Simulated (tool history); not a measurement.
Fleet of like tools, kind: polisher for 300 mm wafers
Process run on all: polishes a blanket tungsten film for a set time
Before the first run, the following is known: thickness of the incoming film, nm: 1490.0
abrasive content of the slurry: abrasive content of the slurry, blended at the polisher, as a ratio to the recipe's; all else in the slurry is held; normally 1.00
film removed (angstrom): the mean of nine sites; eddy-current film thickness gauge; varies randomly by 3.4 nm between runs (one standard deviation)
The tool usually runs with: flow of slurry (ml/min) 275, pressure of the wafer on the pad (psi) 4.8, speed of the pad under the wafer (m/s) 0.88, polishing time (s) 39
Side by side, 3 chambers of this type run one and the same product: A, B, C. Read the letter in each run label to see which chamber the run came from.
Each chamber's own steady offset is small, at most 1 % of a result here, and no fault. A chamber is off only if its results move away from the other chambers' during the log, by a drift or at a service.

run   hour  flow of slurry (ml/min)  pressure of the wafer on the pad (psi)  speed of the pad under the wafer (m/s)  abrasive content of the slurry  polishing time (s)  wafers polished on this pad  hours since the slurry nozzle was cleaned  hours since the head pressure was calibrated  hours since the slurry blender was calibrated  hours since the slurry got fresh peroxide  film removed (angstrom)
 1B    8.9                      275                                     4.8                                    0.88                            1.00                  39                          490                                      652.6                                         336.0                                          185.0                                       73.9                   2381.6
 2A   15.7                      275                                     4.8                                    0.88                            1.00                  39                          548                                      249.5                                         603.2                                          282.5                                       19.9                   2294.1
      16.9  -- chamber C: slurry tank refilled with fresh slurry and peroxide
      19.1  -- chamber A: worn pad replaced by a new one
      21.5  -- chamber B: worn pad replaced by a new one
      22.1  -- chamber A: slurry blender recalibrated
 3C   25.4                      275                                     4.8                                    0.88                            1.00                  39                          700                                      547.5                                         115.4                                          179.9                                        8.6                   2287.5
 4B   33.9                      275                                     4.8                                    0.88                            1.00                  39                          171                                      677.6                                         361.0                                          210.0                                       98.9                   2370.4
 5C   44.4                      275                                     4.8                                    0.88                            1.00                  39                          961                                      566.5                                         134.4                                          198.9                                       27.6                   2308.6
 6A   52.8                      275                                     4.8                                    0.88                            1.00                  39                          463                                      286.6                                         640.3                                           30.7                                       57.0                   2283.6
      57.5  -- chamber A: worn pad replaced by a new one
 7A   62.7                      275                                     4.8                                    0.88                            1.00                  39                           71                                      296.5                                         650.2                                           40.6                                       66.9                   2388.2
      67.0  -- chamber C: slurry tank refilled with fresh slurry and peroxide
      68.0  -- chamber B: worn pad replaced by a new one
 8B   75.1                      275                                     4.8                                    0.88                            1.00                  39                           97                                      718.8                                         402.2                                          251.2                                      140.1                   2416.2
      76.1  -- chamber C: worn pad replaced by a new one
      78.6  -- chamber B: slurry tank refilled with fresh slurry and peroxide
 9C   88.9                      275                                     4.8                                    0.88                            1.00                  39                          176                                      611.0                                         178.9                                          243.4                                       21.9                   2353.0
10A   95.2                      275                                     4.8                                    0.88                            1.00                  39                          518                                      329.0                                         682.7                                           73.1                                       99.4                   2329.8
     104.4  -- chamber A: worn pad replaced by a new one
11B  109.7                      275                                     4.8                                    0.88                            1.00                  28                          573                                      753.4                                         436.8                                          285.8                                       31.1                   1683.6
     118.2  -- chamber C: slurry tank refilled with fresh slurry and peroxide
     119.5  -- chamber C: slurry blender recalibrated
     121.9  -- chamber A: slurry tank refilled with fresh slurry and peroxide
12C  123.9                      275                                     4.8                                    0.88                            1.00                  28                          657                                      646.0                                         213.9                                            4.4                                        5.7                   1679.7
     125.4  -- chamber B: worn pad replaced by a new one
13B  134.5                      275                                     4.8                                    0.88                            1.00                  28                          125                                      778.2                                         461.6                                          310.6                                       55.9                   1703.0
     146.2  -- chamber A: worn pad replaced by a new one
14A  148.7                      275                                     4.8                                    0.88                            1.00                  39                           35                                      382.5                                         736.2                                          126.6                                       26.9                   2326.6
15C  156.5                      275                                     4.8                                    0.88                            1.00                  39                         1105                                      678.6                                         246.5                                           37.0                                       38.3                   2423.8
     163.3  -- chamber C: slurry tank refilled with fresh slurry and peroxide
     168.2  -- chamber C: worn pad replaced by a new one
16B  168.8                      275                                     4.8                                    0.88                            1.00                  39                          596                                      812.5                                         495.9                                          344.9                                       90.2                   2380.1
     176.4  -- chamber B: worn pad replaced by a new one
17C  176.8                      275                                     4.8                                    0.88                            1.00                  39                          118                                      698.9                                         266.8                                           57.3                                       13.5                   2380.5
18A  190.2                      275                                     4.8                                    0.88                            1.00                  39                          606                                      424.0                                         777.7                                          168.1                                       68.4                   2318.8
     195.3  -- chamber A: worn pad replaced by a new one
     199.5  -- chamber B: slurry blender recalibrated
19A  203.6                      275                                     4.8                                    0.88                            1.00                  39                          114                                      437.4                                         791.1                                          181.5                                       81.8                   2370.7
20B  213.2                      275                                     4.8                                    0.88                            1.00                  39                          506                                      856.9                                         540.3                                           13.7                                      134.6                   2337.2
     220.7  -- chamber C: slurry tank refilled with fresh slurry and peroxide
21C  221.5                      275                                     4.8                                    0.88                            1.00                  39                          733                                      743.6                                         311.5                                          102.0                                        0.9                   2273.1

One chamber off, gauge drift, or nothing amiss beyond the chambers' own small offsets? If it is a chamber, which one, and what is the likeliest cause?

No chamber stands off beyond its own small offset, and the gauge holds steady.
